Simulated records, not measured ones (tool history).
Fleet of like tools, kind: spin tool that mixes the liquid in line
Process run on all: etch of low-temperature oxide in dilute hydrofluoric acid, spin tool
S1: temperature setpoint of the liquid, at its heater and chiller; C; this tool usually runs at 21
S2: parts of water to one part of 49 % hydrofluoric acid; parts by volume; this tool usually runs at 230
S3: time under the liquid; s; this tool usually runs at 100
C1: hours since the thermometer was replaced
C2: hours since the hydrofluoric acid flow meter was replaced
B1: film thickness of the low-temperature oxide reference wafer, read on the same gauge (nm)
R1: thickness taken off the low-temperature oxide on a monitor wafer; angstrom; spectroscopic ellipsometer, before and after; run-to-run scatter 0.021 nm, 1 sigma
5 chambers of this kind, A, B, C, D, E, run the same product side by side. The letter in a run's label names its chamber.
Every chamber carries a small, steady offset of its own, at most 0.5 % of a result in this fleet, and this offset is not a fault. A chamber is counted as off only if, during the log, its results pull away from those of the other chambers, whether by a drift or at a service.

{"hour": 1.5, "done": "chamber D: hydrofluoric acid flow meter replaced"}
{"run": "1A", "hour": 3.3, "S1": 21, "S2": 230, "S3": 100, "C1": 1943, "C2": 184.6, "B1": 149.98, "R1": 42.373}
{"run": "2C", "hour": 7.0, "S1": 21, "S2": 230, "S3": 100, "C1": 1066.8, "C2": 191, "B1": 150.03, "R1": 42.681}
{"run": "3E", "hour": 12.5, "S1": 21, "S2": 230, "S3": 100, "C1": 298, "C2": 437.8, "B1": 149.99, "R1": 42.273}
{"run": "4B", "hour": 16.1, "S1": 21, "S2": 230, "S3": 100, "C1": 799.9, "C2": 1464.4, "B1": 150.01, "R1": 42.439}
{"run": "5D", "hour": 20.8, "S1": 21, "S2": 230, "S3": 100, "C1": 206, "C2": 19.4, "B1": 150.04, "R1": 42.605}
{"run": "6B", "hour": 26.8, "S1": 21, "S2": 230, "S3": 100, "C1": 810.6, "C2": 1475.1, "B1": 149.99, "R1": 42.228}
{"run": "7C", "hour": 30.5, "S1": 21, "S2": 230, "S3": 100, "C1": 1090.3, "C2": 214.5, "B1": 150, "R1": 42.428}
{"run": "8D", "hour": 36.3, "S1": 21, "S2": 230, "S3": 100, "C1": 221.5, "C2": 34.9, "B1": 150, "R1": 42.191}
{"run": "9E", "hour": 39.9, "S1": 21, "S2": 335, "S3": 140, "C1": 325.4, "C2": 465.2, "B1": 150.01, "R1": 37.091}
{"run": "10A", "hour": 45.0, "S1": 21, "S2": 335, "S3": 140, "C1": 1984.7, "C2": 226.3, "B1": 150, "R1": 37.527}
{"run": "11D", "hour": 50.1, "S1": 21, "S2": 335, "S3": 140, "C1": 235.3, "C2": 48.7, "B1": 149.99, "R1": 37.16}
{"run": "12E", "hour": 54.1, "S1": 21, "S2": 335, "S3": 140, "C1": 339.6, "C2": 479.4, "B1": 150.01, "R1": 37.084}
{"run": "13A", "hour": 57.5, "S1": 21, "S2": 335, "S3": 140, "C1": 1997.2, "C2": 238.8, "B1": 149.98, "R1": 37.44}
{"run": "14B", "hour": 61.2, "S1": 19.5, "S2": 230, "S3": 130, "C1": 845, "C2": 1509.5, "B1": 149.98, "R1": 52.302}
{"run": "15C", "hour": 64.2, "S1": 19.5, "S2": 230, "S3": 130, "C1": 1124, "C2": 248.2, "B1": 149.98, "R1": 51.988}
{"hour": 64.4, "done": "chamber A: thermometer replaced"}
{"run": "16C", "hour": 70.2, "S1": 19.5, "S2": 230, "S3": 130, "C1": 1130, "C2": 254.2, "B1": 149.99, "R1": 52.467}
{"run": "17B", "hour": 76.4, "S1": 19.5, "S2": 230, "S3": 130, "C1": 860.2, "C2": 1524.7, "B1": 150.05, "R1": 51.97}
{"run": "18A", "hour": 80.5, "S1": 19.5, "S2": 230, "S3": 130, "C1": 16.1, "C2": 261.8, "B1": 150.01, "R1": 52.301}
{"run": "19E", "hour": 86.4, "S1": 21, "S2": 230, "S3": 100, "C1": 371.9, "C2": 511.7, "B1": 150.05, "R1": 42.15}
{"run": "20D", "hour": 92.4, "S1": 21, "S2": 230, "S3": 100, "C1": 277.6, "C2": 91, "B1": 150.01, "R1": 42.439}
{"run": "21A", "hour": 95.4, "S1": 21, "S2": 230, "S3": 100, "C1": 31, "C2": 276.7, "B1": 149.96, "R1": 42.618}
{"run": "22E", "hour": 101.6, "S1": 21, "S2": 230, "S3": 100, "C1": 387.1, "C2": 526.9, "B1": 149.97, "R1": 41.87}
{"run": "23C", "hour": 106.6, "S1": 21, "S2": 230, "S3": 100, "C1": 1166.4, "C2": 290.6, "B1": 150.02, "R1": 42.216}
{"run": "24D", "hour": 111.2, "S1": 21, "S2": 230, "S3": 100, "C1": 296.4, "C2": 109.8, "B1": 149.97, "R1": 42.367}
{"hour": 114.1, "done": "chamber E: hydrofluoric acid flow meter replaced"}
{"run": "25B", "hour": 115.2, "S1": 21, "S2": 230, "S3": 100, "C1": 899, "C2": 1563.5, "B1": 150, "R1": 42.18}
{"run": "26B", "hour": 121.3, "S1": 21, "S2": 230, "S3": 100, "C1": 905.1, "C2": 1569.6, "B1": 149.99, "R1": 42.351}
{"run": "27A", "hour": 126.6, "S1": 21, "S2": 230, "S3": 100, "C1": 62.2, "C2": 307.9, "B1": 150, "R1": 42.751}
{"run": "28C", "hour": 132.9, "S1": 21, "S2": 230, "S3": 100, "C1": 1192.7, "C2": 316.9, "B1": 150.01, "R1": 41.532}
{"run": "29D", "hour": 136.6, "S1": 21, "S2": 230, "S3": 100, "C1": 321.8, "C2": 135.2, "B1": 150, "R1": 42.056}
{"run": "30E", "hour": 139.4, "S1": 21, "S2": 230, "S3": 100, "C1": 424.9, "C2": 25.3, "B1": 150, "R1": 42.829}
{"run": "31E", "hour": 143.2, "S1": 21, "S2": 230, "S3": 100, "C1": 428.7, "C2": 29.1, "B1": 150, "R1": 42.388}
{"run": "32D", "hour": 146.7, "S1": 21, "S2": 230, "S3": 100, "C1": 331.9, "C2": 145.3, "B1": 150, "R1": 42.264}
{"run": "33B", "hour": 150.1, "S1": 21, "S2": 230, "S3": 70, "C1": 933.9, "C2": 1598.4, "B1": 150, "R1": 29.532}
{"run": "34A", "hour": 155.4, "S1": 21, "S2": 230, "S3": 70, "C1": 91, "C2": 336.7, "B1": 150, "R1": 30.125}
{"run": "35C", "hour": 160.8, "S1": 21, "S2": 230, "S3": 70, "C1": 1220.6, "C2": 344.8, "B1": 150.01, "R1": 28.252}
{"run": "36A", "hour": 163.6, "S1": 21, "S2": 230, "S3": 70, "C1": 99.2, "C2": 344.9, "B1": 149.99, "R1": 29.771}
{"run": "37C", "hour": 168.7, "S1": 21, "S2": 230, "S3": 70, "C1": 1228.5, "C2": 352.7, "B1": 149.99, "R1": 28.394}
{"run": "38E", "hour": 174.9, "S1": 21, "S2": 230, "S3": 100, "C1": 460.4, "C2": 60.8, "B1": 150.02, "R1": 42.347}
{"run": "39D", "hour": 179.1, "S1": 21, "S2": 230, "S3": 100, "C1": 364.3, "C2": 177.7, "B1": 149.99, "R1": 42.275}
{"run": "40B", "hour": 184.1, "S1": 21, "S2": 230, "S3": 100, "C1": 967.9, "C2": 1632.4, "B1": 150.02, "R1": 41.991}
{"run": "41C", "hour": 189.5, "S1": 19.5, "S2": 230, "S3": 70, "C1": 1249.3, "C2": 373.5, "B1": 150.03, "R1": 26.431}
{"run": "42A", "hour": 196.0, "S1": 19.5, "S2": 230, "S3": 70, "C1": 131.6, "C2": 377.3, "B1": 149.99, "R1": 28.041}

The same settings go to every chamber for the next run, one line per chamber below. Forecast the results for each:
{"run": "43A", "hour": 200.6, "S1": 21, "S2": 230, "S3": 100, "R1": "?"}
{"run": "43B", "hour": 200.6, "S1": 21, "S2": 230, "S3": 100, "R1": "?"}
{"run": "43C", "hour": 200.6, "S1": 21, "S2": 230, "S3": 100, "R1": "?"}
{"run": "43D", "hour": 200.6, "S1": 21, "S2": 230, "S3": 100, "R1": "?"}
{"run": "43E", "hour": 200.6, "S1": 21, "S2": 230, "S3": 100, "R1": "?"}

run=43A R1=42.566
run=43B R1=41.933
run=43C R1=39.507
run=43D R1=42.225
run=43E R1=42.639
